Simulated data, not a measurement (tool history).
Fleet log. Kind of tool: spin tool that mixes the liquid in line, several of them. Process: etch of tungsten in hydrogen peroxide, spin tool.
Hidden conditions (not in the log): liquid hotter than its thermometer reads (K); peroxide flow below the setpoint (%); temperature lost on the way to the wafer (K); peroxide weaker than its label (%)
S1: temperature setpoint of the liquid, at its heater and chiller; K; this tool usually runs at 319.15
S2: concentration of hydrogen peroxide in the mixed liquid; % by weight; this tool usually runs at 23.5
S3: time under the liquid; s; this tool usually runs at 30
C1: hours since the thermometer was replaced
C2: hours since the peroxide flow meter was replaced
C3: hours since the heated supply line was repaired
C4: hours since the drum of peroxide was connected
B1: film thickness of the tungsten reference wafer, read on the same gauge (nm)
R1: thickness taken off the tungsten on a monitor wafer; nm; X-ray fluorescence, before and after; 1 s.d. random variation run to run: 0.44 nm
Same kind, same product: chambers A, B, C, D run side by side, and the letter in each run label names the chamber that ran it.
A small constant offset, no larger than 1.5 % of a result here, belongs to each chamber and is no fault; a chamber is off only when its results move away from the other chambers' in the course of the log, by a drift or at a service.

| run | day | S1 | S2 | S3 | C1 | C2 | C3 | C4 | B1 | R1 |
|---|---|---|---|---|---|---|---|---|---|---|
|  | 0.392 | chamber A: new drum of peroxide connected |
| 1C | 0.421 | 319.15 | 23.5 | 30 | 349.0 | 363.6 | 3133.6 | 508.5 | 79.990 | 69.553 |
|  | 0.717 | chamber C: heated supply line repaired |
| 2D | 0.900 | 319.15 | 23.5 | 30 | 389.5 | 421.0 | 1801.5 | 907.6 | 79.962 | 71.916 |
|  | 1.104 | chamber C: new drum of peroxide connected |
| 3B | 1.279 | 319.15 | 23.5 | 30 | 792.7 | 916.6 | 2107.5 | 430.8 | 79.974 | 70.060 |
| 4A | 1.779 | 319.15 | 23.5 | 30 | 706.0 | 362.4 | 1682.2 | 33.3 | 79.982 | 70.056 |
| 5D | 2.146 | 319.15 | 23.5 | 30 | 419.4 | 450.9 | 1831.4 | 937.5 | 80.018 | 71.732 |
| 6C | 2.475 | 319.15 | 23.5 | 30 | 398.3 | 412.9 | 42.2 | 33.0 | 79.995 | 70.515 |
| 7B | 2.738 | 319.15 | 23.5 | 30 | 827.7 | 951.6 | 2142.5 | 465.8 | 79.944 | 70.262 |
|  | 3.050 | chamber B: peroxide flow meter replaced |
| 8A | 3.262 | 319.15 | 23.5 | 30 | 741.6 | 398.0 | 1717.8 | 68.9 | 80.011 | 70.470 |
|  | 3.717 | chamber D: new drum of peroxide connected |
| 9A | 3.829 | 319.15 | 23.5 | 30 | 755.2 | 411.6 | 1731.4 | 82.5 | 80.008 | 70.083 |
| 10C | 4.125 | 319.15 | 23.5 | 30 | 437.9 | 452.5 | 81.8 | 72.6 | 79.980 | 69.821 |
| 11B | 4.650 | 319.15 | 26.0 | 30 | 873.6 | 38.4 | 2188.4 | 511.7 | 79.954 | 74.566 |
| 12D | 5.104 | 319.15 | 26.0 | 30 | 490.4 | 521.9 | 1902.4 | 33.3 | 80.007 | 76.635 |
| 13D | 5.500 | 319.15 | 26.0 | 30 | 499.9 | 531.4 | 1911.9 | 42.8 | 80.028 | 75.707 |
| 14A | 5.879 | 319.15 | 26.0 | 30 | 804.4 | 460.8 | 1780.6 | 131.7 | 80.012 | 73.773 |
| 15B | 6.279 | 319.15 | 23.5 | 30 | 912.7 | 77.5 | 2227.5 | 550.8 | 79.977 | 71.020 |
|  | 6.608 | chamber D: peroxide flow meter replaced |
| 16C | 6.667 | 319.15 | 23.5 | 30 | 498.9 | 513.5 | 142.8 | 133.6 | 79.998 | 70.195 |
|  | 6.725 | chamber C: peroxide flow meter replaced |
| 17C | 6.971 | 319.15 | 23.5 | 30 | 506.2 | 5.9 | 150.1 | 140.9 | 80.026 | 70.073 |
| 18D | 7.438 | 319.15 | 23.5 | 30 | 546.4 | 20.0 | 1958.4 | 89.3 | 80.001 | 71.204 |
| 19B | 7.708 | 319.15 | 23.5 | 30 | 947.0 | 111.8 | 2261.8 | 585.1 | 80.044 | 71.100 |
| 20A | 8.142 | 319.15 | 23.5 | 30 | 858.7 | 515.1 | 1834.9 | 186.0 | 80.005 | 70.212 |
| 21B | 8.683 | 319.15 | 23.5 | 30 | 970.4 | 135.2 | 2285.2 | 608.5 | 79.957 | 70.957 |
| 22D | 9.196 | 319.15 | 23.5 | 30 | 588.6 | 62.2 | 2000.6 | 131.5 | 80.029 | 71.413 |
| 23A | 9.600 | 312.65 | 23.5 | 30 | 893.7 | 550.1 | 1869.9 | 221.0 | 79.966 | 46.142 |
| 24C | 10.021 | 312.65 | 23.5 | 30 | 579.4 | 79.1 | 223.3 | 214.1 | 79.986 | 45.742 |
| 25D | 10.567 | 312.65 | 23.5 | 30 | 621.5 | 95.1 | 2033.5 | 164.4 | 80.034 | 47.821 |
| 26B | 11.129 | 312.65 | 23.5 | 30 | 1029.1 | 193.9 | 2343.9 | 667.2 | 80.020 | 46.438 |
| 27C | 11.550 | 319.15 | 23.5 | 30 | 616.1 | 115.8 | 260.0 | 250.8 | 79.979 | 70.182 |
| 28A | 12.083 | 319.15 | 23.5 | 30 | 953.3 | 609.7 | 1929.5 | 280.6 | 80.011 | 68.933 |
|  | 12.125 | chamber D: thermometer replaced |
| 29B | 12.388 | 311.15 | 23.5 | 15 | 1059.3 | 224.1 | 2374.1 | 697.4 | 79.984 | 20.997 |
| 30A | 12.908 | 311.15 | 23.5 | 15 | 973.1 | 629.5 | 1949.3 | 300.4 | 80.034 | 20.575 |
| 31C | 13.450 | 311.15 | 23.5 | 15 | 661.7 | 161.4 | 305.6 | 296.4 | 80.048 | 20.623 |
| 32D | 13.875 | 311.15 | 23.5 | 15 | 42.0 | 174.5 | 2112.9 | 243.8 | 80.018 | 21.622 |
| 33D | 14.192 | 319.15 | 23.5 | 30 | 49.6 | 182.1 | 2120.5 | 251.4 | 80.002 | 71.400 |
| 34C | 14.725 | 319.15 | 23.5 | 30 | 692.3 | 192.0 | 336.2 | 327.0 | 80.015 | 70.002 |
| 35B | 15.242 | 319.15 | 23.5 | 15 | 1127.8 | 292.6 | 2442.6 | 765.9 | 80.005 | 35.062 |
| 36A | 15.517 | 319.15 | 23.5 | 15 | 1035.7 | 692.1 | 2011.9 | 363.0 | 80.034 | 34.269 |
| 37B | 15.817 | 319.15 | 23.5 | 15 | 1141.6 | 306.4 | 2456.4 | 779.7 | 79.991 | 35.297 |
| 38A | 16.258 | 319.15 | 23.5 | 15 | 1053.5 | 709.9 | 2029.7 | 380.8 | 79.990 | 34.028 |
| 39D | 16.567 | 319.15 | 23.5 | 30 | 106.6 | 239.1 | 2177.5 | 308.4 | 79.990 | 71.411 |
| 40C | 17.021 | 319.15 | 23.5 | 30 | 747.4 | 247.1 | 391.3 | 382.1 | 79.969 | 70.053 |
| 41D | 17.400 | 311.15 | 23.5 | 30 | 126.6 | 259.1 | 2197.5 | 328.4 | 80.053 | 42.896 |
| 42B | 17.871 | 311.15 | 23.5 | 30 | 1190.9 | 355.7 | 2505.7 | 829.0 | 79.964 | 42.005 |
| 43C | 18.442 | 311.15 | 23.5 | 30 | 781.5 | 281.2 | 425.4 | 416.2 | 79.996 | 41.544 |
| 44A | 18.800 | 311.15 | 23.5 | 30 | 1114.5 | 770.9 | 2090.7 | 441.8 | 80.017 | 39.974 |

Decide between three cases: one chamber stands off from its peers, the gauge reading all wafers drifts, or nothing is wrong past each chamber's small offset. Where a chamber is off, say which and what most likely put it there.

Chamber A drifts away from the others.
Most likely cause: peroxide flow below the setpoint (%) = 7.7.
Not necessarily distinguishable in this log from: liquid colder than its thermometer reads (K); temperature lost on the way to the wafer (K); peroxide weaker than its label (%).

Here are 4 candidates for chamber A's next run, each the usual settings with a change, their results left as question marks. Which one brings its results back in line with what the others give on the usual settings?
In line means no further than this from the other chambers' mean on the usual settings: R1 1.500 nm
| 45A-1 | 19.212 | 319.15 | 26.0 | 30 |  |  |  |  |  | ? |
| 45A-2 | 19.212 | 319.15 | 23.0 | 30 |  |  |  |  |  | ? |
| 45A-3 | 19.212 | 319.15 | 21.0 | 30 |  |  |  |  |  | ? |
| 45A-4 | 19.212 | 319.15 | 24.0 | 30 |  |  |  |  |  | ? |

Other chambers, usual settings, mean: R1 70.811 nm
| run | R1 |
|---|---|
| 45A-1 | 71.078 |
| 45A-2 | 66.893 |
| 45A-3 | 63.953 |
| 45A-4 | 68.318 |
45A-1 is the one that brings the chamber's results back in line with the other chambers.
